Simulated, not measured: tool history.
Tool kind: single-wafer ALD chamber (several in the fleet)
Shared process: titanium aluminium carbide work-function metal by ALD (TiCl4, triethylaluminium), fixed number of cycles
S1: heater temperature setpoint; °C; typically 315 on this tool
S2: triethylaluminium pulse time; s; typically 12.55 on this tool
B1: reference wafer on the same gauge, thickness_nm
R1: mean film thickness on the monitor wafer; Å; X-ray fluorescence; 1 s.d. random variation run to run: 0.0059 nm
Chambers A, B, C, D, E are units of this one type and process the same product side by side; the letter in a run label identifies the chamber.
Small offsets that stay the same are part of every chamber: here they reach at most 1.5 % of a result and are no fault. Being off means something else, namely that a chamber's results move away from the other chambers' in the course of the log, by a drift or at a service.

{"run": "1A", "day": 0.35, "S1": 315, "S2": 12.55, "B1": 1.7792, "R1": 21.707}
{"run": "2C", "day": 0.762, "S1": 315, "S2": 12.55, "B1": 1.78, "R1": 21.406}
{"run": "3B", "day": 1.112, "S1": 315, "S2": 12.55, "B1": 1.7802, "R1": 21.752}
{"run": "4D", "day": 1.529, "S1": 315, "S2": 12.55, "B1": 1.7805, "R1": 21.664}
{"run": "5E", "day": 1.983, "S1": 315, "S2": 12.55, "B1": 1.7793, "R1": 21.674}
{"run": "6A", "day": 2.329, "S1": 315, "S2": 12.55, "B1": 1.7794, "R1": 21.681}
{"run": "7B", "day": 2.75, "S1": 315, "S2": 12.55, "B1": 1.7795, "R1": 21.954}
{"run": "8C", "day": 3.383, "S1": 320, "S2": 10.63, "B1": 1.7805, "R1": 21.671}
{"run": "9E", "day": 4.025, "S1": 320, "S2": 10.63, "B1": 1.7788, "R1": 21.798}
{"run": "10D", "day": 4.575, "S1": 320, "S2": 10.63, "B1": 1.7798, "R1": 21.706}
{"run": "11E", "day": 4.996, "S1": 320, "S2": 10.63, "B1": 1.7798, "R1": 21.959}
{"day": 5.183, "done": "chamber E: triethylaluminium bottle replaced"}
{"run": "12B", "day": 5.65, "S1": 320, "S2": 10.63, "B1": 1.7812, "R1": 21.959}
{"run": "13C", "day": 5.942, "S1": 315, "S2": 9.55, "B1": 1.7809, "R1": 21.002}
{"run": "14A", "day": 6.521, "S1": 315, "S2": 9.55, "B1": 1.7808, "R1": 21.219}
{"run": "15D", "day": 7.154, "S1": 315, "S2": 9.55, "B1": 1.7806, "R1": 20.928}
{"run": "16C", "day": 7.792, "S1": 315, "S2": 9.55, "B1": 1.7799, "R1": 20.89}
{"run": "17B", "day": 8.317, "S1": 315, "S2": 9.55, "B1": 1.7808, "R1": 21.281}
{"run": "18E", "day": 8.879, "S1": 315, "S2": 12.55, "B1": 1.7791, "R1": 21.646}
{"run": "19D", "day": 9.175, "S1": 315, "S2": 12.55, "B1": 1.7798, "R1": 21.609}
{"run": "20A", "day": 9.596, "S1": 315, "S2": 12.55, "B1": 1.7792, "R1": 21.797}
{"run": "21B", "day": 9.962, "S1": 315, "S2": 12.55, "B1": 1.7815, "R1": 21.844}
{"run": "22C", "day": 10.425, "S1": 315, "S2": 12.55, "B1": 1.7799, "R1": 21.487}
{"run": "23A", "day": 10.846, "S1": 315, "S2": 12.55, "B1": 1.7799, "R1": 21.638}
{"run": "24D", "day": 11.192, "S1": 322, "S2": 17.25, "B1": 1.7796, "R1": 22.577}
{"run": "25E", "day": 11.779, "S1": 322, "S2": 17.25, "B1": 1.7784, "R1": 22.574}
{"run": "26C", "day": 12.133, "S1": 322, "S2": 17.25, "B1": 1.7801, "R1": 22.274}
{"run": "27D", "day": 12.783, "S1": 322, "S2": 17.25, "B1": 1.78, "R1": 22.412}
{"run": "28B", "day": 13.392, "S1": 322, "S2": 17.25, "B1": 1.7794, "R1": 22.678}
{"run": "29E", "day": 13.954, "S1": 315, "S2": 12.55, "B1": 1.7802, "R1": 21.711}
{"run": "30A", "day": 14.608, "S1": 315, "S2": 12.55, "B1": 1.7805, "R1": 21.675}
{"run": "31A", "day": 15.104, "S1": 315, "S2": 12.55, "B1": 1.7798, "R1": 21.671}
{"run": "32B", "day": 15.546, "S1": 315, "S2": 12.55, "B1": 1.7795, "R1": 21.828}
{"run": "33D", "day": 16.038, "S1": 304, "S2": 9.62, "B1": 1.7806, "R1": 19.465}
{"run": "34C", "day": 16.346, "S1": 304, "S2": 9.62, "B1": 1.7798, "R1": 19.982}
{"day": 16.362, "done": "chamber C: thermocouple changed; heater temperature recalibrated"}
{"run": "35E", "day": 16.908, "S1": 304, "S2": 9.62, "B1": 1.7788, "R1": 20.234}
{"run": "36D", "day": 17.533, "S1": 304, "S2": 9.62, "B1": 1.7801, "R1": 19.485}
{"run": "37B", "day": 17.967, "S1": 304, "S2": 9.62, "B1": 1.7797, "R1": 20.444}
{"run": "38A", "day": 18.621, "S1": 315, "S2": 12.55, "B1": 1.7805, "R1": 21.681}
{"run": "39E", "day": 18.921, "S1": 315, "S2": 12.55, "B1": 1.7801, "R1": 21.589}
{"run": "40C", "day": 19.371, "S1": 324, "S2": 9.54, "B1": 1.7806, "R1": 21.67}

Is one chamber off against the others, does the gauge drift, or is nothing wrong? If a chamber is off, say which, and what the likeliest cause is.

It is chamber D that slowly wanders off from its peers.
Likeliest cause: triethylaluminium dose below that of a fresh bottle (%) = 25.1.
From this log alone, it may not be told apart from: wafer temperature below the value expected at the setpoint (K).

Chamber D could run next with any of the 4 candidate recipes listed below; each alters the usual settings, and their results appear as question marks. Which one brings its results back in line with what the other chambers deliver on the usual settings?
To be in line, a result may differ from the other chambers' mean on the usual settings by at most: R1 0.21 Å
{"run": "41D-1", "day": 19.846, "S1": 322, "S2": 12.55, "R1": "?"}
{"run": "41D-2", "day": 19.846, "S1": 308, "S2": 10.37, "R1": "?"}
{"run": "41D-3", "day": 19.846, "S1": 311, "S2": 11.41, "R1": "?"}
{"run": "41D-4", "day": 19.846, "S1": 329, "S2": 12.55, "R1": "?"}

What the other chambers average on the usual settings: R1 21.682 Å
run=41D-1 R1=21.712
run=41D-2 R1=19.857
run=41D-3 R1=20.467
run=41D-4 R1=22.318
Change 41D-1 lands the chamber within the allowed miss of the other chambers.
